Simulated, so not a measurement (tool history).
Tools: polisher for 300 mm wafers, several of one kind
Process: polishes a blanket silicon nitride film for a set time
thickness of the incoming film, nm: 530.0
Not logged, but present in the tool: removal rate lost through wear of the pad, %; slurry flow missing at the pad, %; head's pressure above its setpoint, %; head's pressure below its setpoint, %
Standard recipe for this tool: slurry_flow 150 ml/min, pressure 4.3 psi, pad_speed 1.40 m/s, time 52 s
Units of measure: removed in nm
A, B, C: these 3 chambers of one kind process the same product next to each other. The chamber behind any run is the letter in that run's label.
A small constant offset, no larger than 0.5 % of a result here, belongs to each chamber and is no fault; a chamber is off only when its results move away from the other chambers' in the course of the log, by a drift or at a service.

run    day  slurry_flow  pressure  pad_speed  time  wafers polished on this pad  hours since the slurry nozzle was cleaned  hours since the head pressure was calibrated  removed
     0.083  -- chamber B: slurry nozzle cleaned
 1B  0.262          150       4.3       1.40    52                          484                                        4.3                                         228.5  127.000
 2A  0.617          150       4.3       1.40    52                          857                                      448.7                                         354.1  127.350
 3C  1.062          150       4.3       1.40    52                          604                                      229.5                                         126.3  125.320
 4C  1.467          150       4.3       1.40    52                          684                                      239.2                                         136.0  126.230
     1.517  -- chamber C: worn pad replaced by a new one
 5A  1.842          150       4.3       1.40    52                         1100                                      478.1                                         383.5  126.230
     2.071  -- chamber C: slurry nozzle cleaned
     2.188  -- chamber A: worn pad replaced by a new one
 6B  2.246          150       4.8       1.40    58                          877                                       51.9                                         276.1  156.830
 7A  2.658          150       4.8       1.40    58                           93                                      497.7                                         403.1  157.710
 8C  3.017          150       4.8       1.40    58                          297                                       22.7                                         173.2  156.160
 9B  3.308          150       3.7       1.16    52                         1088                                       77.4                                         301.6   93.731
10C  3.608          150       3.7       1.16    52                          415                                       36.9                                         187.4   93.491
11B  3.871          150       3.7       1.16    52                         1199                                       90.9                                         315.1   92.115
     3.954  -- chamber A: slurry nozzle cleaned
12A  4.100          150       4.3       1.40    52                          379                                        3.5                                         437.7  125.660
     4.117  -- chamber B: worn pad replaced by a new one
13A  4.442          150       4.3       1.40    52                          447                                       11.7                                         445.9  124.890
14B  4.883          150       4.3       1.40    52                          152                                      115.2                                         339.4  122.840
     5.042  -- chamber C: worn pad replaced by a new one
15C  5.121          150       3.0       1.40    36                           15                                       73.2                                         223.7   61.347
16B  5.462          150       3.0       1.40    36                          267                                      129.1                                         353.3   58.612
17A  5.833          150       3.0       1.40    36                          723                                       45.1                                         479.3   60.621
18C  6.183          150       4.3       1.40    52                          226                                       98.7                                         249.2  125.790
19A  6.538          150       4.3       1.40    52                          862                                       62.0                                         496.2  126.130
20C  6.804          150       4.3       1.40    52                          349                                      113.6                                         264.1  127.140
21B  7.238          150       4.3       1.40    36                          619                                      171.7                                         395.9   81.119
22A  7.542          150       4.3       1.40    36                         1061                                       86.1                                         520.3   86.950
23B  7.788          150       4.3       1.40    36                          728                                      184.9                                         409.1   81.500
24C  8.212          150       4.3       1.40    52                          628                                      147.4                                         297.9  128.430
     8.225  -- chamber A: worn pad replaced by a new one
25B  8.504          150       4.3       1.40    52                          870                                      202.1                                         426.3  115.180
26C  8.917          150       4.3       1.40    52                          768                                      164.3                                         314.8  125.100
27A  9.129          150       4.3       1.40    52                          179                                      124.2                                         558.4  125.660

Predict what each chamber gives when all 3 of them run the settings below next.
28A  9.462          150       4.3       1.62    52                                                                                                                              ?
28B  9.462          150       4.3       1.62    52                                                                                                                              ?
28C  9.462          150       4.3       1.62    52                                                                                                                              ?

run  removed
28A  144.460
28B  128.790
28C  139.150

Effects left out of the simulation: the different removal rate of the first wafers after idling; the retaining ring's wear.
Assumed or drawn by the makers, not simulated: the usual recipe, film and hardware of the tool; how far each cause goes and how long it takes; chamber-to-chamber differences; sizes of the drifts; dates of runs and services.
